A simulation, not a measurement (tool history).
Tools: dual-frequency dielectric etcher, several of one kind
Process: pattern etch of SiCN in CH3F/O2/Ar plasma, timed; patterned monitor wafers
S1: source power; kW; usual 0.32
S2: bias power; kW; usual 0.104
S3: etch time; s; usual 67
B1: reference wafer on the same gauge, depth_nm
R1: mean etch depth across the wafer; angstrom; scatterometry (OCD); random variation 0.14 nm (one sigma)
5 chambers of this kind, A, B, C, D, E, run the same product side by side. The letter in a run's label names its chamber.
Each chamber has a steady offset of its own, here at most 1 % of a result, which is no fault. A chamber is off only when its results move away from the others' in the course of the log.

run 1C day=0.171 | S1=0.32 S2=0.104 S3=67 | B1=27.085 | R1=264.66
run 2A day=0.312 | S1=0.32 S2=0.104 S3=67 | B1=27.136 | R1=265.36
run 3B day=0.483 | S1=0.32 S2=0.104 S3=67 | B1=27.073 | R1=265.03
run 4E day=0.7 | S1=0.32 S2=0.104 S3=67 | B1=27.107 | R1=265.4
run 5D day=0.988 | S1=0.32 S2=0.114 S3=50 | B1=27.1 | R1=204.18
run 6D day=1.183 | S1=0.32 S2=0.114 S3=50 | B1=27.097 | R1=206.9
run 7B day=1.442 | S1=0.32 S2=0.114 S3=50 | B1=27.108 | R1=203.58
run 8C day=1.608 | S1=0.32 S2=0.114 S3=50 | B1=27.084 | R1=204.42
run 9A day=1.829 | S1=0.32 S2=0.114 S3=50 | B1=27.085 | R1=203.79
run 10E day=1.962 | S1=0.32 S2=0.104 S3=67 | B1=27.117 | R1=264.57
run 11C day=2.225 | S1=0.32 S2=0.104 S3=67 | B1=27.12 | R1=264.12
run 12B day=2.404 | S1=0.32 S2=0.104 S3=67 | B1=27.084 | R1=267.42
run 13E day=2.688 | S1=0.38 S2=0.104 S3=58.5 | B1=27.093 | R1=248.08
-- day=2.833 chamber B: source power generator calibrated
run 14A day=2.921 | S1=0.38 S2=0.104 S3=58.5 | B1=27.1 | R1=246.77
run 15D day=3.062 | S1=0.38 S2=0.104 S3=58.5 | B1=27.092 | R1=248.6
run 16E day=3.262 | S1=0.38 S2=0.104 S3=58.5 | B1=27.105 | R1=249.08
run 17A day=3.392 | S1=0.38 S2=0.104 S3=58.5 | B1=27.086 | R1=246.7
run 18B day=3.683 | S1=0.35 S2=0.104 S3=67 | B1=27.072 | R1=275.72
run 19C day=3.921 | S1=0.35 S2=0.104 S3=67 | B1=27.071 | R1=271.65
run 20D day=4.2 | S1=0.35 S2=0.104 S3=67 | B1=27.084 | R1=278.97
run 21B day=4.346 | S1=0.35 S2=0.104 S3=67 | B1=27.076 | R1=273.26
run 22D day=4.538 | S1=0.35 S2=0.104 S3=67 | B1=27.075 | R1=279.76
run 23E day=4.721 | S1=0.32 S2=0.104 S3=67 | B1=27.118 | R1=264.87
run 24A day=4.875 | S1=0.32 S2=0.104 S3=67 | B1=27.095 | R1=268.39
run 25C day=5.038 | S1=0.32 S2=0.104 S3=67 | B1=27.069 | R1=263.21
run 26E day=5.242 | S1=0.24 S2=0.125 S3=67 | B1=27.083 | R1=255.96
run 27A day=5.458 | S1=0.24 S2=0.125 S3=67 | B1=27.127 | R1=256.92
run 28C day=5.646 | S1=0.24 S2=0.125 S3=67 | B1=27.101 | R1=256.54
run 29D day=5.8 | S1=0.24 S2=0.125 S3=67 | B1=27.091 | R1=265.83
run 30B day=5.996 | S1=0.24 S2=0.125 S3=67 | B1=27.081 | R1=255.33
run 31D day=6.138 | S1=0.32 S2=0.104 S3=67 | B1=27.119 | R1=270.28
run 32E day=6.321 | S1=0.32 S2=0.104 S3=67 | B1=27.088 | R1=266.63
run 33C day=6.596 | S1=0.36 S2=0.116 S3=67 | B1=27.072 | R1=287.94
run 34A day=6.846 | S1=0.36 S2=0.116 S3=67 | B1=27.095 | R1=289.48
run 35B day=7.133 | S1=0.36 S2=0.116 S3=67 | B1=27.091 | R1=290.34
run 36C day=7.35 | S1=0.36 S2=0.116 S3=67 | B1=27.068 | R1=288.63
run 37D day=7.521 | S1=0.36 S2=0.116 S3=67 | B1=27.1 | R1=298.72
run 38E day=7.804 | S1=0.32 S2=0.104 S3=67 | B1=27.081 | R1=265.61
run 39B day=8.046 | S1=0.32 S2=0.104 S3=67 | B1=27.093 | R1=266.29
run 40A day=8.175 | S1=0.32 S2=0.104 S3=67 | B1=27.099 | R1=264.31
run 41D day=8.433 | S1=0.37 S2=0.104 S3=67 | B1=27.153 | R1=290.82
run 42C day=8.725 | S1=0.37 S2=0.104 S3=67 | B1=27.093 | R1=276.35
run 43E day=8.992 | S1=0.37 S2=0.104 S3=67 | B1=27.083 | R1=283.19

Is one chamber off against the others, does the gauge drift, or is nothing wrong? If a chamber is off, say which, and what the likeliest cause is.

Chamber D drifts away from the others.
Cause: etch rate over this chamber's usual, % = 4.51.

Here are 4 candidates for chamber D's next run, each the usual settings with a change, their results left as question marks. Which one brings its results back in line with what the others give on the usual settings?
In line means no further than this from the other chambers' mean on the usual settings: R1 5 angstrom
run 44D-1 day=9.204 | S1=0.31 S2=0.102 S3=67 | R1=?
run 44D-2 day=9.204 | S1=0.32 S2=0.104 S3=67.5 | R1=?
run 44D-3 day=9.204 | S1=0.32 S2=0.105 S3=69.5 | R1=?
run 44D-4 day=9.204 | S1=0.32 S2=0.104 S3=64 | R1=?

The other chambers' mean on the usual settings: R1 265.24 angstrom
run=44D-1 R1=272.62
run=44D-2 R1=279.9
run=44D-3 R1=289.27
run=44D-4 R1=265.39
44D-4 brings the chamber back in line.

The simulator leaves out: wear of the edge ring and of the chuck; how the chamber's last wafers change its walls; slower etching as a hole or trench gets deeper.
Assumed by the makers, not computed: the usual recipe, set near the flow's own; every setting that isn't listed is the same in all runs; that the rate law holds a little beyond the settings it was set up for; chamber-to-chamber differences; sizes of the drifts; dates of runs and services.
